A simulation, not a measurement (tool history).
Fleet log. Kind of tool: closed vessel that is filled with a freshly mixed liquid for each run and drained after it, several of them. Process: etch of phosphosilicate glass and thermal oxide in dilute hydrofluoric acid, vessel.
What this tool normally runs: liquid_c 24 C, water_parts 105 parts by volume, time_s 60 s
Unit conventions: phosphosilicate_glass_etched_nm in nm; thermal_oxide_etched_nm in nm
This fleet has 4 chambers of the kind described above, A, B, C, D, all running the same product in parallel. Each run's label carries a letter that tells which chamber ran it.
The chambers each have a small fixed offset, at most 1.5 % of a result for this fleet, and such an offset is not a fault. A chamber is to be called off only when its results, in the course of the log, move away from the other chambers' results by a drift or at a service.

| run | hour | liquid_c | water_parts | time_s | hours since the thermometer was replaced | hours since the hydrofluoric acid flow meter was replaced | read-back film thickness of the phosphosilicate glass reference wafer, read on the same gauge (nm) | read-back film thickness of the thermal oxide reference wafer, read on the same gauge (nm) | phosphosilicate_glass_etched_nm | thermal_oxide_etched_nm |
|---|---|---|---|---|---|---|---|---|---|---|
| 1A | 3.3 | 24 | 105 | 60 | 1240.3 | 389.2 | 130.00 | 120.02 | 113.850 | 2.4845 |
| 2B | 6.2 | 24 | 105 | 60 | 1353.4 | 179.2 | 129.99 | 119.97 | 114.140 | 2.5382 |
| 3D | 12.3 | 24 | 105 | 60 | 2573.7 | 1565.8 | 130.00 | 120.00 | 114.350 | 2.4925 |
| 4C | 17.6 | 24 | 105 | 60 | 250.8 | 1246.0 | 130.01 | 119.96 | 113.670 | 2.5218 |
| 5A | 22.3 | 24 | 105 | 60 | 1259.3 | 408.2 | 129.99 | 120.05 | 113.060 | 2.5392 |
| 6C | 27.8 | 24 | 105 | 60 | 261.0 | 1256.2 | 129.99 | 120.01 | 113.590 | 2.5131 |
| 7B | 32.0 | 24 | 105 | 60 | 1379.2 | 205.0 | 130.02 | 119.99 | 114.960 | 2.5470 |
| 8D | 36.8 | 24 | 105 | 60 | 2598.2 | 1590.3 | 130.01 | 120.00 | 114.600 | 2.5920 |
| 9D | 41.9 | 24 | 105 | 60 | 2603.3 | 1595.4 | 129.99 | 120.02 | 114.050 | 2.4803 |
| 10B | 44.9 | 24 | 105 | 60 | 1392.1 | 217.9 | 130.00 | 119.98 | 114.960 | 2.5208 |
| 11C | 48.1 | 24 | 105 | 60 | 281.3 | 1276.5 | 129.99 | 119.94 | 114.490 | 2.5357 |
| 12A | 51.0 | 24 | 105 | 90 | 1288.0 | 436.9 | 129.99 | 120.04 | 170.230 | 3.7336 |
| 13A | 54.2 | 24 | 105 | 90 | 1291.2 | 440.1 | 129.99 | 120.02 | 170.200 | 3.7781 |
| 14C | 57.6 | 24 | 105 | 90 | 290.8 | 1286.0 | 129.99 | 119.98 | 170.570 | 3.6878 |
| 15B | 61.2 | 24 | 105 | 90 | 1408.4 | 234.2 | 130.01 | 120.03 | 173.760 | 3.8749 |
| 16D | 66.8 | 24 | 105 | 60 | 2628.2 | 1620.3 | 130.01 | 119.96 | 113.520 | 2.5239 |
| 17A | 70.4 | 24 | 105 | 60 | 1307.4 | 456.3 | 130.02 | 120.01 | 113.420 | 2.4939 |
|  | 73.4 | chamber A: thermometer replaced |
| 18D | 76.0 | 24 | 105 | 60 | 2637.4 | 1629.5 | 130.00 | 119.97 | 113.790 | 2.5155 |
| 19B | 79.5 | 24 | 105 | 60 | 1426.7 | 252.5 | 129.99 | 120.01 | 115.520 | 2.5430 |
| 20C | 83.0 | 24 | 105 | 60 | 316.2 | 1311.4 | 130.01 | 119.98 | 114.680 | 2.5367 |
| 21C | 86.1 | 24 | 105 | 60 | 319.3 | 1314.5 | 130.00 | 119.98 | 114.280 | 2.5157 |
| 22B | 89.7 | 24 | 105 | 60 | 1436.9 | 262.7 | 130.01 | 119.95 | 114.970 | 2.5453 |
| 23D | 93.2 | 24 | 105 | 30 | 2654.6 | 1646.7 | 130.00 | 120.01 | 57.040 | 1.2741 |
| 24A | 97.7 | 24 | 105 | 30 | 24.4 | 483.6 | 130.00 | 120.01 | 56.852 | 1.2604 |
| 25A | 102.9 | 24 | 105 | 30 | 29.6 | 488.8 | 130.00 | 119.97 | 56.609 | 1.2730 |
| 26D | 107.4 | 24 | 105 | 30 | 2668.8 | 1660.9 | 130.00 | 119.97 | 57.041 | 1.2673 |
| 27C | 110.7 | 24 | 105 | 60 | 343.9 | 1339.1 | 130.00 | 119.99 | 113.640 | 2.5263 |
| 28B | 114.2 | 24 | 105 | 60 | 1461.4 | 287.2 | 130.01 | 120.04 | 115.540 | 2.5937 |
| 29B | 120.0 | 24 | 105 | 60 | 1467.2 | 293.0 | 130.02 | 119.94 | 115.060 | 2.5571 |
| 30D | 125.4 | 24 | 105 | 60 | 2686.8 | 1678.9 | 130.00 | 120.01 | 113.090 | 2.4709 |
| 31C | 129.3 | 24 | 105 | 60 | 362.5 | 1357.7 | 129.99 | 119.96 | 113.930 | 2.5672 |
| 32A | 135.4 | 24 | 85 | 30 | 62.1 | 521.3 | 130.00 | 119.96 | 71.595 | 1.5891 |
| 33A | 141.6 | 24 | 85 | 30 | 68.3 | 527.5 | 130.01 | 120.01 | 71.976 | 1.5897 |
| 34C | 144.6 | 24 | 85 | 30 | 377.8 | 1373.0 | 130.01 | 120.03 | 71.826 | 1.5719 |
| 35D | 148.8 | 24 | 85 | 30 | 2710.2 | 1702.3 | 130.00 | 119.99 | 72.372 | 1.5939 |
| 36B | 154.9 | 24 | 105 | 60 | 1502.1 | 327.9 | 130.00 | 120.00 | 115.500 | 2.5334 |

Does one chamber stand apart from the rest, does the shared gauge drift, or is all well apart from small per-chamber offsets? Give the chamber and the most likely cause, where there is one.

Neither any chamber nor the gauge drifts; the chambers differ only by their own small, steady offsets.
